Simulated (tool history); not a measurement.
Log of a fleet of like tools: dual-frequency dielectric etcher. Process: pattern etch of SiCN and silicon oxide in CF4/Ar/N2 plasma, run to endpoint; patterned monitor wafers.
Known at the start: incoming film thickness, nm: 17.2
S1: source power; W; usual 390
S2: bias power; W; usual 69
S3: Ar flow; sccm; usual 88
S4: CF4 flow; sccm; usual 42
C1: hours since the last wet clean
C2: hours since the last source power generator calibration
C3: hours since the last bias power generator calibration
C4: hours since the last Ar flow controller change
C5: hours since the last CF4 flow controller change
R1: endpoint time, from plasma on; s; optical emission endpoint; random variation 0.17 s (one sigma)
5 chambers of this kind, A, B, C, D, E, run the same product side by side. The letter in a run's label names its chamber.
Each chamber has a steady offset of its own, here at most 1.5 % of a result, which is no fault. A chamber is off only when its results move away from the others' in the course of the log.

run 1E day=0.517 | S1=390 S2=69 S3=88 S4=42 | C1=86.8 C2=3323.5 C3=1497.2 C4=140.7 C5=1927.1 | R1=24.478
run 2A day=0.992 | S1=390 S2=69 S3=88 S4=42 | C1=220.2 C2=1903.9 C3=1581.4 C4=5777.8 C5=2103.8 | R1=24.415
run 3C day=1.400 | S1=390 S2=69 S3=88 S4=42 | C1=393.8 C2=2409.7 C3=1544.7 C4=195.7 C5=3434.8 | R1=24.369
run 4D day=1.858 | S1=390 S2=69 S3=88 S4=42 | C1=200.1 C2=3152.8 C3=1976.3 C4=792.1 C5=4062.7 | R1=24.421
run 5B day=2.283 | S1=390 S2=69 S3=88 S4=42 | C1=144.7 C2=1074.0 C3=150.2 C4=665.1 C5=2681.2 | R1=24.176
run 6E day=2.838 | S1=390 S2=69 S3=88 S4=42 | C1=142.5 C2=3379.2 C3=1552.9 C4=196.4 C5=1982.8 | R1=24.586
run 7A day=3.183 | S1=390 S2=69 S3=88 S4=42 | C1=272.8 C2=1956.5 C3=1634.0 C4=5830.4 C5=2156.4 | R1=24.452
run 8B day=3.592 | S1=390 S2=69 S3=88 S4=42 | C1=176.1 C2=1105.4 C3=181.6 C4=696.5 C5=2712.6 | R1=24.345
run 9C day=3.983 | S1=390 S2=69 S3=88 S4=42 | C1=455.8 C2=2471.7 C3=1606.7 C4=257.7 C5=3496.8 | R1=24.543
run 10D day=4.662 | S1=390 S2=69 S3=88 S4=42 | C1=267.4 C2=3220.1 C3=2043.6 C4=859.4 C5=4130.0 | R1=24.040
run 11C day=5.058 | S1=390 S2=69 S3=88 S4=42 | C1=481.6 C2=2497.5 C3=1632.5 C4=283.5 C5=3522.6 | R1=24.259
run 12E day=5.625 | S1=390 S2=69 S3=88 S4=42 | C1=209.4 C2=3446.1 C3=1619.8 C4=263.3 C5=2049.7 | R1=24.753
run 13B day=5.988 | S1=390 S2=69 S3=88 S4=42 | C1=233.6 C2=1162.9 C3=239.1 C4=754.0 C5=2770.1 | R1=23.950
run 14A day=6.400 | S1=390 S2=69 S3=97 S4=42 | C1=350.0 C2=2033.7 C3=1711.2 C4=5907.6 C5=2233.6 | R1=25.329
run 15D day=6.896 | S1=390 S2=69 S3=97 S4=42 | C1=321.0 C2=3273.7 C3=2097.2 C4=913.0 C5=4183.6 | R1=24.897
-- day=7.096 chamber C: wet clean of the chamber
run 16D day=7.204 | S1=390 S2=69 S3=97 S4=42 | C1=328.4 C2=3281.1 C3=2104.6 C4=920.4 C5=4191.0 | R1=24.844
run 17B day=7.738 | S1=390 S2=69 S3=97 S4=42 | C1=275.6 C2=1204.9 C3=281.1 C4=796.0 C5=2812.1 | R1=24.548
run 18E day=8.417 | S1=390 S2=69 S3=97 S4=42 | C1=276.4 C2=3513.1 C3=1686.8 C4=330.3 C5=2116.7 | R1=24.844
run 19C day=8.817 | S1=390 S2=69 S3=88 S4=42 | C1=41.4 C2=2587.7 C3=1722.7 C4=373.7 C5=3612.8 | R1=24.453
run 20A day=9.396 | S1=390 S2=69 S3=88 S4=42 | C1=421.9 C2=2105.6 C3=1783.1 C4=5979.5 C5=2305.5 | R1=24.245
run 21E day=9.700 | S1=390 S2=69 S3=88 S4=42 | C1=307.2 C2=3543.9 C3=1717.6 C4=361.1 C5=2147.5 | R1=24.560
run 22B day=10.229 | S1=390 S2=69 S3=88 S4=42 | C1=335.4 C2=1264.7 C3=340.9 C4=855.8 C5=2871.9 | R1=24.368
run 23D day=10.612 | S1=390 S2=69 S3=88 S4=42 | C1=410.2 C2=3362.9 C3=2186.4 C4=1002.2 C5=4272.8 | R1=24.460
-- day=10.846 chamber D: wet clean of the chamber
run 24A day=11.188 | S1=390 S2=69 S3=88 S4=42 | C1=464.9 C2=2148.6 C3=1826.1 C4=6022.5 C5=2348.5 | R1=24.668
run 25C day=11.667 | S1=390 S2=69 S3=88 S4=42 | C1=109.8 C2=2656.1 C3=1791.1 C4=442.1 C5=3681.2 | R1=24.451
run 26C day=12.008 | S1=390 S2=54 S3=97 S4=42 | C1=118.0 C2=2664.3 C3=1799.3 C4=450.3 C5=3689.4 | R1=26.977
-- day=12.217 chamber A: wet clean of the chamber
-- day=12.492 chamber A: Ar flow controller replaced
run 27D day=12.662 | S1=390 S2=54 S3=97 S4=42 | C1=43.7 C2=3412.1 C3=2235.6 C4=1051.4 C5=4322.0 | R1=28.083
run 28A day=13.262 | S1=390 S2=54 S3=97 S4=42 | C1=25.2 C2=2198.4 C3=1875.9 C4=18.5 C5=2398.3 | R1=27.386
run 29E day=13.675 | S1=390 S2=54 S3=97 S4=42 | C1=402.6 C2=3639.3 C3=1813.0 C4=456.5 C5=2242.9 | R1=27.295
run 30B day=14.204 | S1=390 S2=54 S3=97 S4=42 | C1=430.8 C2=1360.1 C3=436.3 C4=951.2 C5=2967.3 | R1=26.811
run 31A day=14.796 | S1=390 S2=69 S3=88 S4=42 | C1=62.0 C2=2235.2 C3=1912.7 C4=55.3 C5=2435.1 | R1=24.347
run 32E day=15.192 | S1=390 S2=69 S3=88 S4=42 | C1=439.0 C2=3675.7 C3=1849.4 C4=492.9 C5=2279.3 | R1=24.676
run 33B day=15.700 | S1=390 S2=69 S3=88 S4=42 | C1=466.7 C2=1396.0 C3=472.2 C4=987.1 C5=3003.2 | R1=24.570
run 34D day=16.038 | S1=320 S2=69 S3=88 S4=39 | C1=124.7 C2=3493.1 C3=2316.6 C4=1132.4 C5=4403.0 | R1=30.772
run 35C day=16.467 | S1=320 S2=69 S3=88 S4=39 | C1=225.0 C2=2771.3 C3=1906.3 C4=557.3 C5=3796.4 | R1=29.011
run 36C day=17.033 | S1=320 S2=69 S3=88 S4=39 | C1=238.6 C2=2784.9 C3=1919.9 C4=570.9 C5=3810.0 | R1=29.203
run 37E day=17.396 | S1=320 S2=69 S3=88 S4=39 | C1=491.9 C2=3728.6 C3=1902.3 C4=545.8 C5=2332.2 | R1=29.641
run 38A day=17.958 | S1=320 S2=69 S3=88 S4=39 | C1=137.9 C2=2311.1 C3=1988.6 C4=131.2 C5=2511.0 | R1=29.192
run 39B day=18.633 | S1=390 S2=69 S3=88 S4=42 | C1=537.1 C2=1466.4 C3=542.6 C4=1057.5 C5=3073.6 | R1=24.534
-- day=18.871 chamber D: source power generator calibrated
run 40D day=19.100 | S1=390 S2=69 S3=88 S4=42 | C1=198.2 C2=5.5 C3=2390.1 C4=1205.9 C5=4476.5 | R1=25.603
run 41C day=19.554 | S1=390 S2=69 S3=88 S4=42 | C1=299.1 C2=2845.4 C3=1980.4 C4=631.4 C5=3870.5 | R1=24.291

Is one chamber off against the others, does the gauge drift, or is nothing wrong? If a chamber is off, say which, and what the likeliest cause is.

A service left chamber D off against the others.
Cause: etch rate under this chamber's usual, % = 4.22.

Here are 4 candidates for chamber D's next run, each the usual settings with a change, their results left as question marks. Which one brings its results back in line with what the others give on the usual settings?
In line means no further than this from the other chambers' mean on the usual settings: R1 0.580 s
run 42D-1 day=20.046 | S1=410 S2=70 S3=88 S4=42 | R1=?
run 42D-2 day=20.046 | S1=390 S2=58 S3=95 S4=39 | R1=?
run 42D-3 day=20.046 | S1=420 S2=71 S3=88 S4=42 | R1=?
run 42D-4 day=20.046 | S1=370 S2=69 S3=88 S4=42 | R1=?

The other chambers' mean on the usual settings: R1 24.426 s
run=42D-1 R1=24.206
run=42D-2 R1=27.795
run=42D-3 R1=23.572
run=42D-4 R1=26.654
42D-1 brings the chamber back in line.
